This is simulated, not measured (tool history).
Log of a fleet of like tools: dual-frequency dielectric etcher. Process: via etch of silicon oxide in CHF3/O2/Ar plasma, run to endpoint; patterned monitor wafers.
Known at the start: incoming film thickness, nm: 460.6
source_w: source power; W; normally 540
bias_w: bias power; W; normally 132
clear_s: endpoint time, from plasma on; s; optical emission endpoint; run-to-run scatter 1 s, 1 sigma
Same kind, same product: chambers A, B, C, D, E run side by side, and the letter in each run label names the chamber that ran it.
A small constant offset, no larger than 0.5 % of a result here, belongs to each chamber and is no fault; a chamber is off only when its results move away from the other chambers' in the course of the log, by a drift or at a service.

run	day	source_w	bias_w	clear_s
1D	0.483	540	132	269.53
2E	0.838	540	132	267.53
3B	1.292	540	132	266.42
4C	1.612	540	132	268.50
5A	1.938	540	132	268.97
6E	2.179	470	132	285.05
7D	2.588	470	132	282.05
8A	2.833	470	132	282.89
9B	3.083	470	132	281.85
10C	3.500	470	132	285.24
11B	3.742	540	132	267.23
12D	4.167	540	132	267.43
13C	4.571	540	132	268.70
14E	4.854	540	132	269.06
# day 5.183: chamber C: wet clean of the chamber
15A	5.358	670	132	247.28
16E	5.775	670	132	249.32
17D	6.154	670	132	245.89
18B	6.517	670	132	245.14
19A	6.996	670	132	247.01
20C	7.358	540	132	276.78
21A	7.717	540	132	268.55
# day 8.162: chamber D: bias power generator calibrated
22D	8.212	540	132	267.44
23B	8.554	540	132	267.82
24E	8.846	540	132	268.39
25C	9.129	540	132	275.76
26C	9.421	460	154	278.49
27E	9.946	460	154	272.72
28D	10.317	460	154	272.67
29B	10.754	460	154	268.98
30A	11.158	460	154	271.90
31E	11.612	540	132	270.40
32C	11.879	540	101	298.50
33B	12.379	540	101	290.81
34A	12.692	540	101	291.70
35D	13.042	540	101	290.23
36C	13.417	540	101	298.28
37E	13.708	540	132	267.54
38B	14.196	540	132	268.53
# day 14.358: chamber D: wet clean of the chamber
39A	14.433	540	132	268.78
40D	14.817	540	132	269.28
41D	15.292	540	132	267.53
42A	15.800	540	132	269.87
43E	16.212	540	132	268.16

All chambers now run identical settings, listed one chamber a line with results as question marks. What results will each chamber show?
44A	16.592	540	132	?
44B	16.592	540	132	?
44C	16.592	540	132	?
44D	16.592	540	132	?
44E	16.592	540	132	?

run	clear_s
44A	269.32
44B	267.07
44C	275.53
44D	266.59
44E	268.12
